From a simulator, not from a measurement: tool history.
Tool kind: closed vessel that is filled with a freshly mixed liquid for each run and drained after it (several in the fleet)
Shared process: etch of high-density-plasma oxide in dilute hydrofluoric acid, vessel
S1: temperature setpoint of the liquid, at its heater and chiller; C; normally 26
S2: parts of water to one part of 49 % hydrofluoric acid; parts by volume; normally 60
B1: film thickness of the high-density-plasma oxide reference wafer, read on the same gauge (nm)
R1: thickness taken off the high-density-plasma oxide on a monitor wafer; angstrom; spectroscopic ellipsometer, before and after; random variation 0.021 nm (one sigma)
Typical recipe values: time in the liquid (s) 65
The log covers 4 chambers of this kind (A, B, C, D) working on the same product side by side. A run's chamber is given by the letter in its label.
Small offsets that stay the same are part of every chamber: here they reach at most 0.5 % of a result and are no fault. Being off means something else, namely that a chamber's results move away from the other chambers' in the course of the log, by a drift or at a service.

{"run": "1A", "hour": 2.1, "S1": 26, "S2": 60, "time in the liquid (s)": 65, "B1": 100, "R1": 63.134}
{"run": "2C", "hour": 5.7, "S1": 26, "S2": 60, "time in the liquid (s)": 65, "B1": 99.995, "R1": 62.589}
{"run": "3B", "hour": 8.5, "S1": 26, "S2": 60, "time in the liquid (s)": 65, "B1": 99.99, "R1": 63.014}
{"hour": 11.2, "done": "chamber B: thermometer replaced"}
{"run": "4D", "hour": 11.6, "S1": 26, "S2": 60, "time in the liquid (s)": 65, "B1": 100, "R1": 63.113}
{"run": "5D", "hour": 13.8, "S1": 26, "S2": 60, "time in the liquid (s)": 65, "B1": 99.961, "R1": 62.884}
{"run": "6A", "hour": 15.7, "S1": 26, "S2": 60, "time in the liquid (s)": 65, "B1": 100, "R1": 63.145}
{"run": "7B", "hour": 17.6, "S1": 26, "S2": 60, "time in the liquid (s)": 65, "B1": 100.01, "R1": 63.043}
{"run": "8C", "hour": 19.9, "S1": 26, "S2": 60, "time in the liquid (s)": 65, "B1": 100.01, "R1": 62.887}
{"run": "9C", "hour": 21.9, "S1": 26, "S2": 60, "time in the liquid (s)": 65, "B1": 100.02, "R1": 62.896}
{"run": "10D", "hour": 25.9, "S1": 26, "S2": 60, "time in the liquid (s)": 65, "B1": 100.04, "R1": 62.958}
{"run": "11B", "hour": 28.0, "S1": 26, "S2": 60, "time in the liquid (s)": 65, "B1": 100, "R1": 63.37}
{"run": "12A", "hour": 31.2, "S1": 26, "S2": 60, "time in the liquid (s)": 65, "B1": 100.01, "R1": 63.493}
{"run": "13B", "hour": 33.7, "S1": 26, "S2": 60, "time in the liquid (s)": 65, "B1": 99.989, "R1": 63.335}
{"run": "14D", "hour": 36.1, "S1": 26, "S2": 60, "time in the liquid (s)": 45, "B1": 100.01, "R1": 43.343}
{"run": "15A", "hour": 39.5, "S1": 26, "S2": 60, "time in the liquid (s)": 45, "B1": 100.01, "R1": 43.628}
{"run": "16C", "hour": 43.2, "S1": 26, "S2": 60, "time in the liquid (s)": 45, "B1": 100.04, "R1": 43.571}
{"run": "17B", "hour": 45.4, "S1": 26, "S2": 60, "time in the liquid (s)": 45, "B1": 100.03, "R1": 44.003}
{"run": "18A", "hour": 49.4, "S1": 26, "S2": 40, "time in the liquid (s)": 65, "B1": 99.97, "R1": 97.511}
{"run": "19C", "hour": 51.7, "S1": 26, "S2": 40, "time in the liquid (s)": 65, "B1": 99.997, "R1": 96.289}
{"run": "20D", "hour": 54.1, "S1": 26, "S2": 40, "time in the liquid (s)": 65, "B1": 100.02, "R1": 95.754}
{"run": "21C", "hour": 57.7, "S1": 26, "S2": 40, "time in the liquid (s)": 65, "B1": 99.994, "R1": 96.366}
{"run": "22A", "hour": 60.1, "S1": 26, "S2": 60, "time in the liquid (s)": 65, "B1": 99.983, "R1": 63.284}
{"run": "23B", "hour": 62.3, "S1": 26, "S2": 60, "time in the liquid (s)": 65, "B1": 99.995, "R1": 63.288}
{"run": "24D", "hour": 66.4, "S1": 26, "S2": 60, "time in the liquid (s)": 65, "B1": 100.01, "R1": 61.589}
{"run": "25C", "hour": 69.0, "S1": 26, "S2": 60, "time in the liquid (s)": 65, "B1": 100.02, "R1": 62.863}
{"run": "26A", "hour": 71.3, "S1": 26, "S2": 60, "time in the liquid (s)": 65, "B1": 100.01, "R1": 62.895}
{"run": "27D", "hour": 73.9, "S1": 26, "S2": 60, "time in the liquid (s)": 65, "B1": 100.03, "R1": 61.055}
{"run": "28B", "hour": 78.0, "S1": 26, "S2": 60, "time in the liquid (s)": 30, "B1": 99.987, "R1": 29.239}
{"run": "29B", "hour": 80.3, "S1": 26, "S2": 60, "time in the liquid (s)": 30, "B1": 99.975, "R1": 29.069}
{"run": "30A", "hour": 82.6, "S1": 26, "S2": 60, "time in the liquid (s)": 30, "B1": 100.01, "R1": 29.111}

The same settings go to every chamber for the next run, one line per chamber below. Forecast the results for each:
{"run": "31A", "hour": 85.7, "S1": 29, "S2": 60, "time in the liquid (s)": 65, "R1": "?"}
{"run": "31B", "hour": 85.7, "S1": 29, "S2": 60, "time in the liquid (s)": 65, "R1": "?"}
{"run": "31C", "hour": 85.7, "S1": 29, "S2": 60, "time in the liquid (s)": 65, "R1": "?"}
{"run": "31D", "hour": 85.7, "S1": 29, "S2": 60, "time in the liquid (s)": 65, "R1": "?"}

run=31A R1=71.007
run=31B R1=71.336
run=31C R1=70.781
run=31D R1=68.149
